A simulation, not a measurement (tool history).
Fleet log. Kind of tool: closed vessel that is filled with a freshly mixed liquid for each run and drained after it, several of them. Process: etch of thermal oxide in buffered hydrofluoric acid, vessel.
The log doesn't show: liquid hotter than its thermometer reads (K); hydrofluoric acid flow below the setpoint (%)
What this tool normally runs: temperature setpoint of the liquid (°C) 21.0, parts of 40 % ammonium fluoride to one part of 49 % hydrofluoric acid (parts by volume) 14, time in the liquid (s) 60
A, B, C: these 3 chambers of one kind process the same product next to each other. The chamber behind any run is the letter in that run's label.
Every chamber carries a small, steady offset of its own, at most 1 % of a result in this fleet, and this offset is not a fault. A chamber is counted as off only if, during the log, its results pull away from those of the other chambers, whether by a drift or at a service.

run,hour,temperature setpoint of the liquid (°C),parts of 40 % ammonium fluoride to one part of 49 % hydrofluoric acid (parts by volume),time in the liquid (s),hours since the thermometer was replaced,hours since the hydrofluoric acid flow meter was replaced,"read-back film thickness of the thermal oxide reference wafer, read on the same gauge (nm)",thickness taken off the thermal oxide on a monitor wafer (angstrom)
1A,7.2,21.0,14,60,400.7,791.1,90.012,436.45
2C,19.2,21.0,14,60,788.5,1639.6,90.010,439.45
3B,29.0,21.0,14,60,2012.6,492.8,89.987,432.54
4B,39.5,21.0,14,60,2023.1,503.3,90.006,429.37
5C,50.6,21.0,14,60,819.9,1671.0,89.987,436.33
6A,60.3,21.0,14,60,453.8,844.2,90.009,432.44
7B,68.9,21.0,14,60,2052.5,532.7,89.994,432.80
# hour 78.0: chamber B: thermometer replaced
8A,79.5,21.0,14,60,473.0,863.4,90.009,434.52
9C,91.0,21.0,14,60,860.3,1711.4,90.000,440.23
10C,101.6,21.0,14,60,870.9,1722.0,90.001,435.73
11B,112.9,21.0,14,60,35.0,576.7,89.991,434.36
12A,122.9,21.0,14,60,516.4,906.8,90.039,437.60
13C,135.9,21.0,14,60,905.2,1756.3,90.008,437.23
14B,148.3,21.0,14,60,70.4,612.1,89.996,429.54
15A,159.5,21.0,14,60,553.0,943.4,89.981,440.97
16C,171.4,21.0,14,60,940.7,1791.8,90.006,438.06
17A,182.2,21.0,14,60,575.7,966.1,89.973,441.93
18B,190.0,21.0,14,60,112.1,653.8,89.999,427.01
19A,200.3,21.0,14,60,593.8,984.2,90.000,442.56
20C,207.7,21.0,14,60,977.0,1828.1,90.003,438.82
21B,214.1,25.5,18,60,136.2,677.9,89.980,433.23
22C,220.8,25.5,18,60,990.1,1841.2,89.995,439.76
23B,231.3,25.5,18,60,153.4,695.1,89.999,432.22
24A,242.8,21.0,14,60,636.3,1026.7,89.988,450.90
25B,250.1,21.0,14,60,172.2,713.9,90.002,427.94
26C,260.1,21.0,14,60,1029.4,1880.5,90.004,436.82
27A,272.9,21.0,14,60,666.4,1056.8,90.001,451.68
28B,284.0,21.0,14,60,206.1,747.8,89.992,426.59
29A,293.8,17.5,16,60,687.3,1077.7,90.003,332.40
30C,302.1,17.5,16,60,1071.4,1922.5,90.007,314.75
# hour 310.4: chamber B: hydrofluoric acid flow meter replaced
31B,313.1,17.5,16,60,235.2,2.7,89.973,310.32
32A,322.9,21.0,14,60,716.4,1106.8,89.997,459.44

Has any chamber moved away from the others, gradually or after a service, or does the common gauge drift, or do the chambers differ only by their own small steady offsets? State the chamber and the most likely cause if one applies.

Little by little, chamber A moves away from the other chambers.
Most likely cause: liquid hotter than its thermometer reads (K) = 1.14.
With only this log, it may be confused with: hydrofluoric acid flow above the setpoint (%).

Chamber A could run next with any of the 4 candidate recipes listed below; each alters the usual settings, and their results appear as question marks. Which one brings its results back in line with what the other chambers deliver on the usual settings?
A result is in line if it is within this distance of the other chambers' mean on the usual settings: thickness taken off the thermal oxide on a monitor wafer (angstrom) 8.40
33A-1,332.8,20.5,14.5,60,,,,?
33A-2,332.8,21.0,13.5,65,,,,?
33A-3,332.8,20.5,14.0,55,,,,?
33A-4,332.8,21.5,13.5,60,,,,?

Average result of the remaining chambers running the usual settings: thickness taken off the thermal oxide on a monitor wafer (angstrom) 434.23
run,thickness taken off the thermal oxide on a monitor wafer (angstrom)
33A-1,433.77
33A-2,518.51
33A-3,411.79
33A-4,492.01
The answer is 33A-1, which returns the chamber to within the allowed miss of the others.
